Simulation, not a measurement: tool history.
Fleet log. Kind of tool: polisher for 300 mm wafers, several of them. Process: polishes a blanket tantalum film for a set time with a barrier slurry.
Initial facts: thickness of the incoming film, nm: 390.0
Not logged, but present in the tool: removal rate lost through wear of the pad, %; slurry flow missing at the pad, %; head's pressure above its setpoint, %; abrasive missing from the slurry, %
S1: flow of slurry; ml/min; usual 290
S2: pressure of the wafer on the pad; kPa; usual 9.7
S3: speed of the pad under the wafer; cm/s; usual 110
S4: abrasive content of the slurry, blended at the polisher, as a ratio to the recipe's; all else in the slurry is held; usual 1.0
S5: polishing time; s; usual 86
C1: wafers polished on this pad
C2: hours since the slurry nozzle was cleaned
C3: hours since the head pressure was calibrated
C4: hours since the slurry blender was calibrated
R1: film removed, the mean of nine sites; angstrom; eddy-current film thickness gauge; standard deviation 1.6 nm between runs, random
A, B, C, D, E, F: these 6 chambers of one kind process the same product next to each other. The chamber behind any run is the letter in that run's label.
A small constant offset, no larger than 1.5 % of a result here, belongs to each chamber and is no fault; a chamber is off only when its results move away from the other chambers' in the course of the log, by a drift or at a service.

run 1E hour=3.6 | S1=290 S2=9.7 S3=110 S4=1.0 S5=86 | C1=547 C2=516.7 C3=1092.7 C4=268.1 | R1=1158.60
-- hour=5.2 chamber A: worn pad replaced by a new one
run 2C hour=7.3 | S1=290 S2=9.7 S3=110 S4=1.0 S5=86 | C1=1468 C2=594.7 C3=492.4 C4=182.1 | R1=1151.20
-- hour=9.5 chamber C: worn pad replaced by a new one
run 3F hour=10.5 | S1=290 S2=9.7 S3=110 S4=1.0 S5=86 | C1=173 C2=366.2 C3=983.3 C4=46.6 | R1=1188.80
run 4B hour=14.1 | S1=290 S2=9.7 S3=110 S4=1.0 S5=86 | C1=1292 C2=148.5 C3=505.9 C4=203.7 | R1=1132.60
-- hour=16.0 chamber B: worn pad replaced by a new one
run 5D hour=19.5 | S1=290 S2=7.6 S3=110 S4=0.8 S5=86 | C1=250 C2=256.4 C3=113.2 C4=69.8 | R1=824.84
run 6A hour=23.9 | S1=290 S2=7.6 S3=110 S4=0.8 S5=86 | C1=154 C2=195.4 C3=441.4 C4=90.1 | R1=874.21
run 7E hour=28.4 | S1=290 S2=7.6 S3=110 S4=0.8 S5=86 | C1=750 C2=541.5 C3=1117.5 C4=292.9 | R1=873.23
run 8A hour=33.0 | S1=290 S2=7.6 S3=110 S4=0.8 S5=86 | C1=229 C2=204.5 C3=450.5 C4=99.2 | R1=848.90
-- hour=36.8 chamber B: slurry blender recalibrated
run 9B hour=37.9 | S1=290 S2=7.6 S3=110 S4=0.8 S5=86 | C1=179 C2=172.3 C3=529.7 C4=1.2 | R1=838.27
-- hour=40.1 chamber E: head pressure recalibrated
run 10D hour=44.5 | S1=290 S2=7.6 S3=110 S4=0.8 S5=86 | C1=455 C2=281.4 C3=138.2 C4=94.8 | R1=826.57
-- hour=48.9 chamber D: worn pad replaced by a new one
-- hour=50.7 chamber C: slurry nozzle cleaned
run 11C hour=51.3 | S1=290 S2=9.7 S3=110 S4=1.0 S5=86 | C1=343 C2=0.6 C3=536.4 C4=226.1 | R1=1135.70
run 12F hour=56.3 | S1=290 S2=9.7 S3=110 S4=1.0 S5=86 | C1=549 C2=412.0 C3=1029.1 C4=92.4 | R1=1167.90
-- hour=57.2 chamber C: head pressure recalibrated
run 13E hour=61.5 | S1=290 S2=9.7 S3=110 S4=1.0 S5=86 | C1=1022 C2=574.6 C3=21.4 C4=326.0 | R1=1168.20
run 14F hour=67.2 | S1=290 S2=9.7 S3=110 S4=1.0 S5=86 | C1=638 C2=422.9 C3=1040.0 C4=103.3 | R1=1168.80
-- hour=68.2 chamber D: slurry nozzle cleaned
-- hour=70.9 chamber A: slurry blender recalibrated
run 15A hour=74.2 | S1=290 S2=11.7 S3=110 S4=1.0 S5=86 | C1=567 C2=245.7 C3=491.7 C4=3.3 | R1=1431.70
-- hour=78.6 chamber A: worn pad replaced by a new one
run 16D hour=78.6 | S1=290 S2=11.7 S3=110 S4=1.0 S5=86 | C1=244 C2=10.5 C3=172.3 C4=128.9 | R1=1385.60
run 17C hour=82.3 | S1=290 S2=11.7 S3=110 S4=1.0 S5=86 | C1=598 C2=31.6 C3=25.2 C4=257.1 | R1=1396.10
run 18B hour=88.5 | S1=290 S2=11.7 S3=110 S4=1.0 S5=86 | C1=595 C2=222.9 C3=580.3 C4=51.8 | R1=1388.00
run 19B hour=92.4 | S1=290 S2=11.7 S3=110 S4=1.0 S5=86 | C1=627 C2=226.8 C3=584.2 C4=55.7 | R1=1388.40
-- hour=96.1 chamber D: slurry blender recalibrated
run 20A hour=96.6 | S1=290 S2=11.7 S3=110 S4=1.0 S5=86 | C1=148 C2=268.1 C3=514.1 C4=25.7 | R1=1438.30
-- hour=97.9 chamber F: head pressure recalibrated
-- hour=98.7 chamber F: worn pad replaced by a new one
run 21F hour=101.9 | S1=290 S2=9.7 S3=110 S4=1.0 S5=86 | C1=26 C2=457.6 C3=4.0 C4=138.0 | R1=1282.60
run 22D hour=107.1 | S1=290 S2=9.7 S3=110 S4=1.0 S5=86 | C1=478 C2=39.0 C3=200.8 C4=11.0 | R1=1141.90
-- hour=109.1 chamber D: worn pad replaced by a new one
-- hour=113.4 chamber F: slurry blender recalibrated
run 23E hour=114.0 | S1=290 S2=9.7 S3=110 S4=1.0 S5=86 | C1=1453 C2=627.1 C3=73.9 C4=378.5 | R1=1138.50
run 24C hour=121.3 | S1=290 S2=9.7 S3=110 S4=1.0 S5=86 | C1=918 C2=70.6 C3=64.2 C4=296.1 | R1=1151.50
run 25F hour=128.6 | S1=290 S2=9.7 S3=110 S4=1.0 S5=86 | C1=245 C2=484.3 C3=30.7 C4=15.2 | R1=1302.60
run 26C hour=133.3 | S1=290 S2=9.7 S3=110 S4=1.0 S5=86 | C1=1017 C2=82.6 C3=76.2 C4=308.1 | R1=1126.00
run 27B hour=137.0 | S1=290 S2=9.7 S3=132 S4=1.2 S5=86 | C1=993 C2=271.4 C3=628.8 C4=100.3 | R1=1431.30
-- hour=139.5 chamber E: worn pad replaced by a new one
run 28D hour=143.6 | S1=290 S2=9.7 S3=132 S4=1.2 S5=86 | C1=283 C2=75.5 C3=237.3 C4=47.5 | R1=1464.20
run 29A hour=148.7 | S1=290 S2=9.7 S3=132 S4=1.2 S5=86 | C1=576 C2=320.2 C3=566.2 C4=77.8 | R1=1414.60
-- hour=151.9 chamber B: worn pad replaced by a new one
-- hour=154.3 chamber A: worn pad replaced by a new one
run 30E hour=155.1 | S1=290 S2=9.7 S3=132 S4=1.2 S5=86 | C1=128 C2=668.2 C3=115.0 C4=419.6 | R1=1483.40
run 31C hour=161.3 | S1=290 S2=9.7 S3=132 S4=1.2 S5=86 | C1=1246 C2=110.6 C3=104.2 C4=336.1 | R1=1447.90
-- hour=165.4 chamber D: worn pad replaced by a new one
run 32A hour=168.0 | S1=290 S2=9.7 S3=132 S4=1.2 S5=86 | C1=112 C2=339.5 C3=585.5 C4=97.1 | R1=1455.90
run 33E hour=174.4 | S1=290 S2=9.7 S3=110 S4=1.0 S5=86 | C1=287 C2=687.5 C3=134.3 C4=438.9 | R1=1176.00
run 34B hour=179.5 | S1=290 S2=9.7 S3=110 S4=1.0 S5=86 | C1=227 C2=313.9 C3=671.3 C4=142.8 | R1=1141.10
-- hour=180.8 chamber E: slurry blender recalibrated
run 35F hour=184.1 | S1=290 S2=9.7 S3=110 S4=1.0 S5=86 | C1=701 C2=539.8 C3=86.2 C4=70.7 | R1=1320.50
-- hour=188.8 chamber F: worn pad replaced by a new one
run 36D hour=189.1 | S1=360 S2=9.7 S3=110 S4=1.0 S5=77 | C1=195 C2=121.0 C3=282.8 C4=93.0 | R1=1047.20
run 37E hour=193.0 | S1=360 S2=9.7 S3=110 S4=1.0 S5=77 | C1=439 C2=706.1 C3=152.9 C4=12.3 | R1=1056.50
run 38A hour=196.2 | S1=360 S2=9.7 S3=110 S4=1.0 S5=77 | C1=344 C2=367.7 C3=613.7 C4=125.3 | R1=1035.90
run 39F hour=203.2 | S1=360 S2=9.7 S3=110 S4=1.0 S5=77 | C1=118 C2=558.9 C3=105.3 C4=89.8 | R1=1167.70

Decide between three cases: one chamber stands off from its peers, the gauge reading all wafers drifts, or nothing is wrong past each chamber's small offset. Where a chamber is off, say which and what most likely put it there.

The work done on chamber F during a service left it standing apart from the others.
Most likely cause: head's pressure above its setpoint, % = 12.

Chamber F could run next with any of the 4 candidate recipes listed below; each alters the usual settings, and their results appear as question marks. Which one brings its results back in line with what the other chambers deliver on the usual settings?
In line here means within this much of the mean the other chambers give on the usual settings: R1 54.00 angstrom
run 40F-1 hour=208.5 | S1=290 S2=9.0 S3=102 S4=1.00 S5=80 | R1=?
run 40F-2 hour=208.5 | S1=295 S2=9.7 S3=110 S4=1.05 S5=96 | R1=?
run 40F-3 hour=208.5 | S1=285 S2=9.7 S3=110 S4=0.95 S5=76 | R1=?
run 40F-4 hour=208.5 | S1=290 S2=10.3 S3=118 S4=1.00 S5=92 | R1=?

The mean the other chambers reach with the usual settings: R1 1149.90 angstrom
run=40F-1 R1=1041.10
run=40F-2 R1=1472.80
run=40F-3 R1=1128.70
run=40F-4 R1=1596.30
Change 40F-3 lands the chamber within the allowed miss of the other chambers.
